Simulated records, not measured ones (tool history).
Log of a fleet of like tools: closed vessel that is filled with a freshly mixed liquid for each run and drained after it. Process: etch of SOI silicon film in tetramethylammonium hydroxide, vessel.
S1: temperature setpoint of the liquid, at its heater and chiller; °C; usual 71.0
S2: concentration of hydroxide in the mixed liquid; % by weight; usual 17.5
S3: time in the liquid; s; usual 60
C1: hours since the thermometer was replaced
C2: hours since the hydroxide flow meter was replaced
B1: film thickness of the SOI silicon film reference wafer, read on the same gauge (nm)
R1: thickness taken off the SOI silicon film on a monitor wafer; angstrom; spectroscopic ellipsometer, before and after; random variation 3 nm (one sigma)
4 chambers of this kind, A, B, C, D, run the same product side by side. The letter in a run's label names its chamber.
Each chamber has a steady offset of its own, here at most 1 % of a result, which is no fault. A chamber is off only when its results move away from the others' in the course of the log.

{"run": "1D", "hour": 9.4, "S1": 71.0, "S2": 17.5, "S3": 60, "C1": 2551.2, "C2": 668.0, "B1": 120.0, "R1": 3651.5}
{"run": "2C", "hour": 19.8, "S1": 71.0, "S2": 17.5, "S3": 60, "C1": 331.7, "C2": 944.6, "B1": 120.01, "R1": 3622.4}
{"run": "3A", "hour": 30.6, "S1": 71.0, "S2": 17.5, "S3": 60, "C1": 2447.8, "C2": 861.5, "B1": 120.02, "R1": 3660.7}
{"run": "4B", "hour": 41.8, "S1": 71.0, "S2": 17.5, "S3": 60, "C1": 1138.7, "C2": 1267.0, "B1": 120.0, "R1": 3632.8}
{"run": "5D", "hour": 51.8, "S1": 71.0, "S2": 17.5, "S3": 60, "C1": 2593.6, "C2": 710.4, "B1": 119.99, "R1": 3655.2}
{"run": "6C", "hour": 63.7, "S1": 71.0, "S2": 20.0, "S3": 60, "C1": 375.6, "C2": 988.5, "B1": 120.04, "R1": 3391.3}
{"run": "7B", "hour": 71.9, "S1": 71.0, "S2": 20.0, "S3": 60, "C1": 1168.8, "C2": 1297.1, "B1": 119.99, "R1": 3408.5}
{"run": "8A", "hour": 79.1, "S1": 71.0, "S2": 20.0, "S3": 60, "C1": 2496.3, "C2": 910.0, "B1": 119.97, "R1": 3456.6}
{"run": "9C", "hour": 85.6, "S1": 71.0, "S2": 20.0, "S3": 60, "C1": 397.5, "C2": 1010.4, "B1": 120.02, "R1": 3394.6}
{"run": "10B", "hour": 97.3, "S1": 71.0, "S2": 17.5, "S3": 60, "C1": 1194.2, "C2": 1322.5, "B1": 120.02, "R1": 3620.2}
{"run": "11A", "hour": 104.7, "S1": 71.0, "S2": 17.5, "S3": 60, "C1": 2521.9, "C2": 935.6, "B1": 120.01, "R1": 3666.7}
{"run": "12D", "hour": 114.3, "S1": 71.0, "S2": 17.5, "S3": 60, "C1": 2656.1, "C2": 772.9, "B1": 120.0, "R1": 3663.0}
{"run": "13A", "hour": 125.6, "S1": 71.0, "S2": 17.5, "S3": 60, "C1": 2542.8, "C2": 956.5, "B1": 120.01, "R1": 3622.6}
{"run": "14D", "hour": 134.3, "S1": 71.0, "S2": 17.5, "S3": 60, "C1": 2676.1, "C2": 792.9, "B1": 120.01, "R1": 3658.5}
{"run": "15B", "hour": 140.4, "S1": 71.0, "S2": 17.5, "S3": 60, "C1": 1237.3, "C2": 1365.6, "B1": 120.01, "R1": 3589.5}
{"run": "16C", "hour": 146.6, "S1": 71.0, "S2": 17.5, "S3": 60, "C1": 458.5, "C2": 1071.4, "B1": 120.0, "R1": 3524.2}
{"run": "17C", "hour": 152.3, "S1": 78.0, "S2": 19.0, "S3": 60, "C1": 464.2, "C2": 1077.1, "B1": 120.03, "R1": 5060.6}
{"run": "18B", "hour": 159.3, "S1": 78.0, "S2": 19.0, "S3": 60, "C1": 1256.2, "C2": 1384.5, "B1": 120.01, "R1": 5165.1}
{"run": "19A", "hour": 165.4, "S1": 78.0, "S2": 19.0, "S3": 60, "C1": 2582.6, "C2": 996.3, "B1": 120.02, "R1": 5147.3}
{"run": "20D", "hour": 176.7, "S1": 78.0, "S2": 19.0, "S3": 60, "C1": 2718.5, "C2": 835.3, "B1": 120.0, "R1": 5126.5}
{"run": "21D", "hour": 188.7, "S1": 71.0, "S2": 17.5, "S3": 60, "C1": 2730.5, "C2": 847.3, "B1": 120.0, "R1": 3672.6}
{"run": "22B", "hour": 194.3, "S1": 71.0, "S2": 17.5, "S3": 60, "C1": 1291.2, "C2": 1419.5, "B1": 120.0, "R1": 3602.9}
{"run": "23C", "hour": 202.2, "S1": 71.0, "S2": 17.5, "S3": 60, "C1": 514.1, "C2": 1127.0, "B1": 120.01, "R1": 3461.1}
{"run": "24A", "hour": 214.5, "S1": 71.0, "S2": 17.5, "S3": 60, "C1": 2631.7, "C2": 1045.4, "B1": 119.99, "R1": 3661.6}
{"run": "25C", "hour": 223.6, "S1": 71.0, "S2": 17.5, "S3": 60, "C1": 535.5, "C2": 1148.4, "B1": 119.99, "R1": 3461.6}
{"run": "26D", "hour": 231.4, "S1": 71.0, "S2": 17.5, "S3": 60, "C1": 2773.2, "C2": 890.0, "B1": 120.0, "R1": 3677.0}
{"run": "27A", "hour": 243.4, "S1": 71.0, "S2": 17.5, "S3": 60, "C1": 2660.6, "C2": 1074.3, "B1": 120.01, "R1": 3643.2}
{"run": "28B", "hour": 254.9, "S1": 71.0, "S2": 17.5, "S3": 60, "C1": 1351.8, "C2": 1480.1, "B1": 120.01, "R1": 3619.9}
{"run": "29D", "hour": 262.5, "S1": 75.5, "S2": 17.5, "S3": 40, "C1": 2804.3, "C2": 921.1, "B1": 120.04, "R1": 3121.4}
{"run": "30B", "hour": 269.5, "S1": 75.5, "S2": 17.5, "S3": 40, "C1": 1366.4, "C2": 1494.7, "B1": 120.03, "R1": 3106.6}
{"run": "31C", "hour": 278.8, "S1": 75.5, "S2": 17.5, "S3": 40, "C1": 590.7, "C2": 1203.6, "B1": 120.01, "R1": 2959.5}
{"run": "32A", "hour": 289.9, "S1": 75.5, "S2": 17.5, "S3": 40, "C1": 2707.1, "C2": 1120.8, "B1": 120.0, "R1": 3146.8}
{"run": "33A", "hour": 295.7, "S1": 71.0, "S2": 17.5, "S3": 60, "C1": 2712.9, "C2": 1126.6, "B1": 120.03, "R1": 3635.5}
{"run": "34B", "hour": 304.2, "S1": 71.0, "S2": 17.5, "S3": 60, "C1": 1401.1, "C2": 1529.4, "B1": 120.01, "R1": 3623.4}
{"run": "35D", "hour": 313.4, "S1": 71.0, "S2": 17.5, "S3": 60, "C1": 2855.2, "C2": 972.0, "B1": 120.03, "R1": 3654.5}
{"run": "36C", "hour": 324.5, "S1": 71.0, "S2": 17.5, "S3": 60, "C1": 636.4, "C2": 1249.3, "B1": 119.99, "R1": 3384.2}
{"run": "37A", "hour": 333.8, "S1": 71.0, "S2": 17.5, "S3": 60, "C1": 2751.0, "C2": 1164.7, "B1": 119.99, "R1": 3643.3}
{"run": "38D", "hour": 342.8, "S1": 71.0, "S2": 17.5, "S3": 60, "C1": 2884.6, "C2": 1001.4, "B1": 120.0, "R1": 3626.6}
{"run": "39B", "hour": 353.8, "S1": 71.0, "S2": 17.5, "S3": 60, "C1": 1450.7, "C2": 1579.0, "B1": 120.01, "R1": 3616.3}
{"run": "40C", "hour": 360.8, "S1": 71.0, "S2": 17.5, "S3": 60, "C1": 672.7, "C2": 1285.6, "B1": 120.0, "R1": 3338.2}
{"run": "41A", "hour": 367.8, "S1": 71.0, "S2": 17.5, "S3": 60, "C1": 2785.0, "C2": 1198.7, "B1": 120.01, "R1": 3613.4}
{"run": "42C", "hour": 377.9, "S1": 71.0, "S2": 17.5, "S3": 60, "C1": 689.8, "C2": 1302.7, "B1": 119.99, "R1": 3365.7}

All 4 chambers run these settings next. Forecast each chamber's results:
{"run": "43A", "hour": 387.3, "S1": 68.5, "S2": 17.5, "S3": 60, "R1": "?"}
{"run": "43B", "hour": 387.3, "S1": 68.5, "S2": 17.5, "S3": 60, "R1": "?"}
{"run": "43C", "hour": 387.3, "S1": 68.5, "S2": 17.5, "S3": 60, "R1": "?"}
{"run": "43D", "hour": 387.3, "S1": 68.5, "S2": 17.5, "S3": 60, "R1": "?"}

run=43A R1=3153.0
run=43B R1=3097.3
run=43C R1=2897.5
run=43D R1=3172.1
